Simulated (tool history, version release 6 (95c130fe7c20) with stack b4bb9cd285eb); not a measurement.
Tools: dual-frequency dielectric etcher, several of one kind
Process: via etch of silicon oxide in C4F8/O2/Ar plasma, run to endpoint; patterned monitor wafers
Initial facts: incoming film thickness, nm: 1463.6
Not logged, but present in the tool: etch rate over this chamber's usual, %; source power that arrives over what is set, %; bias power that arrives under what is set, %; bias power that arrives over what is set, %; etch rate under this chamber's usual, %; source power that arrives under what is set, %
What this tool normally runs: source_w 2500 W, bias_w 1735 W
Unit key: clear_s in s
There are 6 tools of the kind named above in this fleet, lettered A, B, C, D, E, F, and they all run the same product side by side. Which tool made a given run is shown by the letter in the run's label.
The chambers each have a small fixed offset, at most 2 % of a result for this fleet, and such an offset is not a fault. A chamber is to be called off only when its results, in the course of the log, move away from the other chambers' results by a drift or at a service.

| run | hour | source_w | bias_w | hours since the last wet clean | hours since the last source power generator calibration | hours since the last bias power generator calibration | clear_s |
|---|---|---|---|---|---|---|---|
| 1F | 12.7 | 2500 | 1735 | 495.4 | 3688.3 | 647.1 | 276.21 |
| 2A | 23.8 | 2500 | 1735 | 262.8 | 294.5 | 2592.8 | 279.28 |
| 3C | 35.6 | 2500 | 1735 | 539.2 | 504.7 | 2461.0 | 271.56 |
|  | 40.9 | chamber F: source power generator calibrated |
| 4B | 47.9 | 2500 | 1735 | 101.2 | 2298.4 | 3759.3 | 276.76 |
| 5E | 59.5 | 2500 | 1735 | 221.1 | 3431.6 | 1913.0 | 272.97 |
|  | 62.1 | chamber D: wet clean of the chamber |
| 6D | 66.9 | 2500 | 1597 | 4.8 | 1012.5 | 1795.1 | 274.47 |
|  | 73.4 | chamber E: bias power generator calibrated |
|  | 77.2 | chamber F: wet clean of the chamber |
| 7A | 77.5 | 2500 | 1597 | 316.5 | 348.2 | 2646.5 | 287.22 |
| 8D | 85.2 | 2500 | 1597 | 23.1 | 1030.8 | 1813.4 | 277.79 |
| 9F | 96.8 | 2500 | 1597 | 19.6 | 55.9 | 731.2 | 279.60 |
| 10E | 106.3 | 2500 | 1597 | 267.9 | 3478.4 | 32.9 | 275.78 |
| 11B | 113.8 | 2500 | 1597 | 167.1 | 2364.3 | 3825.2 | 281.47 |
| 12C | 120.1 | 2500 | 1735 | 623.7 | 589.2 | 2545.5 | 275.28 |
| 13D | 132.9 | 2500 | 1735 | 70.8 | 1078.5 | 1861.1 | 271.37 |
| 14C | 145.9 | 2500 | 1735 | 649.5 | 615.0 | 2571.3 | 272.51 |
| 15E | 159.3 | 2500 | 1735 | 320.9 | 3531.4 | 85.9 | 276.65 |
| 16F | 172.3 | 2500 | 1735 | 95.1 | 131.4 | 806.7 | 275.20 |
| 17A | 180.5 | 2500 | 1735 | 419.5 | 451.2 | 2749.5 | 277.62 |
| 18B | 187.6 | 2500 | 1735 | 240.9 | 2438.1 | 3899.0 | 278.25 |
| 19A | 193.9 | 2500 | 1735 | 432.9 | 464.6 | 2762.9 | 280.58 |
|  | 202.5 | chamber C: wet clean of the chamber |
| 20D | 207.5 | 2500 | 1735 | 145.4 | 1153.1 | 1935.7 | 269.70 |
| 21F | 219.4 | 2500 | 1735 | 142.2 | 178.5 | 853.8 | 271.89 |
| 22E | 230.1 | 2500 | 1735 | 391.7 | 3602.2 | 156.7 | 273.02 |
| 23C | 240.2 | 2500 | 1735 | 37.8 | 709.3 | 2665.6 | 271.28 |
|  | 244.6 | chamber E: wet clean of the chamber |
| 24B | 251.3 | 2500 | 1735 | 304.6 | 2501.8 | 3962.7 | 278.36 |
| 25A | 265.4 | 2500 | 1735 | 504.4 | 536.1 | 2834.4 | 280.61 |
| 26E | 278.0 | 2500 | 1735 | 33.5 | 3650.1 | 204.6 | 271.78 |
| 27F | 289.7 | 2500 | 1735 | 212.5 | 248.8 | 924.1 | 277.37 |
| 28B | 297.8 | 3050 | 1311 | 351.1 | 2548.3 | 4009.2 | 276.34 |
| 29D | 307.7 | 3050 | 1311 | 245.6 | 1253.3 | 2035.9 | 267.46 |
| 30C | 314.2 | 3050 | 1311 | 111.8 | 783.3 | 2739.6 | 269.68 |
| 31C | 321.2 | 3050 | 1311 | 118.8 | 790.3 | 2746.6 | 269.41 |
| 32F | 330.2 | 3050 | 1311 | 253.0 | 289.3 | 964.6 | 270.33 |
|  | 334.9 | chamber D: bias power generator calibrated |
| 33B | 338.7 | 3050 | 1311 | 392.0 | 2589.2 | 4050.1 | 273.30 |
| 34D | 344.9 | 2500 | 1735 | 282.8 | 1290.5 | 10.0 | 271.62 |
| 35E | 354.4 | 2500 | 1735 | 109.9 | 3726.5 | 281.0 | 271.20 |
| 36A | 362.2 | 2500 | 1735 | 601.2 | 632.9 | 2931.2 | 282.54 |
| 37A | 374.6 | 2810 | 1505 | 613.6 | 645.3 | 2943.6 | 278.39 |
| 38D | 381.0 | 2810 | 1505 | 318.9 | 1326.6 | 46.1 | 269.04 |
| 39F | 389.2 | 2810 | 1505 | 312.0 | 348.3 | 1023.6 | 271.48 |
| 40B | 398.9 | 2810 | 1505 | 452.2 | 2649.4 | 4110.3 | 272.31 |

Which is it: a chamber that has drifted or been left off by a service, a gauge drift common to all chambers, or only each chamber's usual small offset? If a chamber is off, name it and its likeliest cause.

All chambers stay in line apart from their small fixed offsets, and the gauge does not drift.
